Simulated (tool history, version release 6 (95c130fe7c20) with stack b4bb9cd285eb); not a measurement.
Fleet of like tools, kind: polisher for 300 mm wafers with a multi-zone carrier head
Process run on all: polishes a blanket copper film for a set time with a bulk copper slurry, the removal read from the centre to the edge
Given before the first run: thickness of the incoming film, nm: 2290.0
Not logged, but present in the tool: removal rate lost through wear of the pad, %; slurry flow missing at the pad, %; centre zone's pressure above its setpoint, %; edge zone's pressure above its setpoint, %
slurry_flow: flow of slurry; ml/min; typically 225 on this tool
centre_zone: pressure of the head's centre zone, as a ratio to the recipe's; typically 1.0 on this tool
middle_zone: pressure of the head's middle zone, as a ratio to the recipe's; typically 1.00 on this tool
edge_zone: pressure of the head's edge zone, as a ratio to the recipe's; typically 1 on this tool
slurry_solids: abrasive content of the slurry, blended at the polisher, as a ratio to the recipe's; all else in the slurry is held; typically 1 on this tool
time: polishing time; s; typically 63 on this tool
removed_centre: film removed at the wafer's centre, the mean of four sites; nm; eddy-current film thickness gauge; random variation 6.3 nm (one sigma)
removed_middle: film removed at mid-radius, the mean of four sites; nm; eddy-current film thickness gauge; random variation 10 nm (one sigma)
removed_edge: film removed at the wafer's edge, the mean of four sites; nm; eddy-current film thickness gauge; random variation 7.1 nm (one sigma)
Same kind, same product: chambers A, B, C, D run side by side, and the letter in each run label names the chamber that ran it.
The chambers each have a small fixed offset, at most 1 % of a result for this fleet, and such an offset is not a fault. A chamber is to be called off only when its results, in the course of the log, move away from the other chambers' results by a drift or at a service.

| run | day | slurry_flow | centre_zone | middle_zone | edge_zone | slurry_solids | time | wafers polished on this pad | hours since the slurry nozzle was cleaned | hours since the centre zone pressure was calibrated | hours since the edge zone pressure was calibrated | removed_centre | removed_middle | removed_edge |
|---|---|---|---|---|---|---|---|---|---|---|---|---|---|---|
|  | 0.104 | chamber A: centre zone pressure recalibrated |
| 1C | 0.179 | 225 | 1.0 | 1.00 | 1 | 1 | 63 | 1239 | 88.8 | 321.6 | 903.9 | 711.60 | 706.86 | 701.18 |
|  | 0.325 | chamber C: worn pad replaced by a new one |
| 2B | 0.375 | 225 | 1.0 | 1.00 | 1 | 1 | 63 | 182 | 446.2 | 178.3 | 699.4 | 720.28 | 725.45 | 697.48 |
|  | 0.504 | chamber D: worn pad replaced by a new one |
| 3D | 0.546 | 225 | 1.0 | 1.00 | 1 | 1 | 63 | 14 | 60.5 | 358.6 | 61.2 | 714.60 | 724.64 | 716.45 |
| 4A | 0.704 | 225 | 1.0 | 1.00 | 1 | 1 | 63 | 302 | 487.8 | 14.5 | 1179.4 | 722.96 | 701.58 | 726.01 |
|  | 0.833 | chamber A: edge zone pressure recalibrated |
| 5A | 0.954 | 225 | 1.0 | 1.00 | 1 | 1 | 63 | 381 | 493.8 | 20.5 | 3.0 | 711.54 | 720.16 | 703.23 |
| 6D | 1.112 | 225 | 1.0 | 1.00 | 1 | 1 | 63 | 193 | 74.1 | 372.2 | 74.8 | 711.72 | 715.54 | 712.29 |
| 7C | 1.333 | 225 | 1.0 | 1.00 | 1 | 1 | 63 | 319 | 116.5 | 349.3 | 931.6 | 713.62 | 720.25 | 709.84 |
| 8B | 1.592 | 225 | 1.0 | 1.00 | 1 | 1 | 63 | 567 | 475.4 | 207.5 | 728.6 | 707.08 | 714.66 | 713.26 |
| 9B | 1.725 | 225 | 1.0 | 1.00 | 1 | 1 | 73 | 609 | 478.6 | 210.7 | 731.8 | 826.16 | 815.74 | 821.76 |
|  | 1.979 | chamber B: slurry nozzle cleaned |
| 10D | 1.983 | 225 | 1.0 | 1.00 | 1 | 1 | 73 | 469 | 95.0 | 393.1 | 95.7 | 829.68 | 826.83 | 816.67 |
| 11A | 2.121 | 225 | 1.0 | 1.00 | 1 | 1 | 73 | 750 | 521.8 | 48.5 | 31.0 | 822.31 | 829.74 | 811.68 |
| 12C | 2.288 | 225 | 1.0 | 1.00 | 1 | 1 | 73 | 621 | 139.4 | 372.2 | 954.5 | 833.93 | 837.60 | 823.13 |
| 13B | 2.412 | 225 | 1.0 | 1.00 | 1 | 1 | 63 | 827 | 10.4 | 227.2 | 748.3 | 711.11 | 706.34 | 709.72 |
| 14D | 2.583 | 225 | 1.0 | 1.00 | 1 | 1 | 63 | 659 | 109.4 | 407.5 | 110.1 | 704.34 | 716.21 | 717.77 |
|  | 2.721 | chamber B: worn pad replaced by a new one |
| 15A | 2.742 | 225 | 1.1 | 1.00 | 1 | 1 | 63 | 947 | 536.7 | 63.4 | 45.9 | 788.69 | 723.29 | 726.63 |
|  | 2.854 | chamber A: worn pad replaced by a new one |
| 16C | 2.996 | 225 | 1.1 | 1.00 | 1 | 1 | 63 | 846 | 156.4 | 389.2 | 971.5 | 798.57 | 698.53 | 703.86 |
| 17A | 3.238 | 225 | 1.1 | 1.00 | 1 | 1 | 63 | 122 | 548.6 | 75.3 | 57.8 | 796.33 | 707.88 | 707.24 |
| 18B | 3.417 | 225 | 1.1 | 1.00 | 1 | 1 | 63 | 220 | 34.5 | 251.3 | 772.4 | 792.04 | 720.92 | 691.48 |
| 19D | 3.550 | 225 | 1.0 | 1.00 | 1 | 1 | 63 | 965 | 132.6 | 430.7 | 133.3 | 708.76 | 724.27 | 696.61 |
| 20C | 3.804 | 225 | 1.0 | 1.00 | 1 | 1 | 63 | 1101 | 175.8 | 408.6 | 990.9 | 711.71 | 705.11 | 716.12 |
| 21C | 3.967 | 225 | 1.0 | 1.00 | 1 | 1 | 63 | 1153 | 179.7 | 412.5 | 994.8 | 723.03 | 721.28 | 720.66 |
|  | 4.000 | chamber C: worn pad replaced by a new one |
|  | 4.133 | chamber D: worn pad replaced by a new one |
| 22D | 4.167 | 225 | 1.0 | 1.00 | 1 | 1 | 63 | 11 | 147.4 | 445.5 | 148.1 | 722.97 | 723.85 | 712.91 |
| 23A | 4.296 | 225 | 1.0 | 1.00 | 1 | 1 | 63 | 457 | 574.0 | 100.7 | 83.2 | 723.82 | 703.13 | 720.37 |
| 24B | 4.433 | 225 | 1.0 | 1.00 | 1 | 1 | 63 | 542 | 58.9 | 275.7 | 796.8 | 715.50 | 713.12 | 710.21 |
| 25C | 4.571 | 225 | 1.0 | 1.00 | 1 | 1 | 63 | 180 | 194.2 | 427.0 | 1009.3 | 725.94 | 715.08 | 703.22 |
| 26A | 4.692 | 225 | 1.0 | 1.00 | 1 | 1 | 63 | 582 | 583.5 | 110.2 | 92.7 | 712.97 | 694.99 | 730.71 |
| 27B | 4.912 | 225 | 1.0 | 0.96 | 1 | 1 | 63 | 694 | 70.4 | 287.2 | 808.3 | 714.62 | 684.10 | 717.37 |
|  | 5.071 | chamber B: worn pad replaced by a new one |
| 28D | 5.167 | 225 | 1.0 | 0.96 | 1 | 1 | 63 | 327 | 171.4 | 469.5 | 172.1 | 708.11 | 683.79 | 718.34 |
| 29D | 5.375 | 225 | 1.0 | 0.96 | 1 | 1 | 63 | 393 | 176.4 | 474.5 | 177.1 | 713.52 | 693.07 | 702.05 |
|  | 5.458 | chamber A: worn pad replaced by a new one |
| 30C | 5.592 | 225 | 1.0 | 0.96 | 1 | 1 | 63 | 503 | 218.7 | 451.5 | 1033.8 | 712.91 | 683.76 | 704.12 |
| 31A | 5.800 | 225 | 1.0 | 1.00 | 1 | 1 | 63 | 108 | 610.1 | 136.8 | 119.3 | 706.60 | 705.32 | 712.01 |
| 32B | 5.929 | 225 | 1.0 | 1.00 | 1 | 1 | 63 | 272 | 94.8 | 311.6 | 832.7 | 720.15 | 706.67 | 710.68 |
| 33A | 6.162 | 225 | 1.0 | 1.00 | 1 | 1 | 63 | 222 | 618.8 | 145.5 | 128.0 | 710.51 | 706.18 | 719.14 |
| 34D | 6.325 | 225 | 1.0 | 1.00 | 1 | 1 | 63 | 694 | 199.2 | 497.3 | 199.9 | 711.43 | 724.07 | 714.41 |
| 35B | 6.546 | 225 | 1.0 | 1.00 | 1 | 1 | 63 | 468 | 109.6 | 326.4 | 847.5 | 719.20 | 728.82 | 709.41 |
| 36C | 6.675 | 225 | 1.0 | 1.00 | 1 | 1 | 63 | 846 | 244.7 | 477.5 | 1059.8 | 708.40 | 727.66 | 721.60 |
| 37B | 6.821 | 225 | 1.0 | 1.00 | 1 | 1 | 63 | 555 | 116.2 | 333.0 | 854.1 | 708.78 | 720.53 | 716.27 |
|  | 6.888 | chamber C: centre zone pressure recalibrated |
| 38C | 6.946 | 225 | 1.0 | 1.00 | 1 | 1 | 63 | 932 | 251.2 | 1.4 | 1066.3 | 712.95 | 705.25 | 694.67 |
| 39A | 7.138 | 225 | 1.0 | 1.00 | 1 | 1 | 63 | 531 | 642.2 | 168.9 | 151.4 | 710.45 | 702.71 | 705.04 |
| 40D | 7.250 | 225 | 1.0 | 1.00 | 1 | 1 | 63 | 986 | 221.4 | 519.5 | 222.1 | 706.87 | 721.99 | 703.49 |
| 41B | 7.412 | 225 | 1.0 | 1.00 | 1 | 1 | 63 | 742 | 130.4 | 347.2 | 868.3 | 714.68 | 706.36 | 707.29 |
| 42C | 7.571 | 225 | 1.0 | 1.00 | 1 | 1 | 63 | 1130 | 266.2 | 16.4 | 1081.3 | 719.71 | 716.99 | 722.28 |

The same settings go to every chamber for the next run, one line per chamber below. Forecast the results for each:
| 43A | 7.758 | 190 | 1.0 | 1.00 | 1 | 1 | 63 |  |  |  |  | ? | ? | ? |
| 43B | 7.758 | 190 | 1.0 | 1.00 | 1 | 1 | 63 |  |  |  |  | ? | ? | ? |
| 43C | 7.758 | 190 | 1.0 | 1.00 | 1 | 1 | 63 |  |  |  |  | ? | ? | ? |
| 43D | 7.758 | 190 | 1.0 | 1.00 | 1 | 1 | 63 |  |  |  |  | ? | ? | ? |

| run | removed_centre | removed_middle | removed_edge |
|---|---|---|---|
| 43A | 703.14 | 684.20 | 701.19 |
| 43B | 696.92 | 703.90 | 706.42 |
| 43C | 698.41 | 700.28 | 699.71 |
| 43D | 694.27 | 701.46 | 709.44 |

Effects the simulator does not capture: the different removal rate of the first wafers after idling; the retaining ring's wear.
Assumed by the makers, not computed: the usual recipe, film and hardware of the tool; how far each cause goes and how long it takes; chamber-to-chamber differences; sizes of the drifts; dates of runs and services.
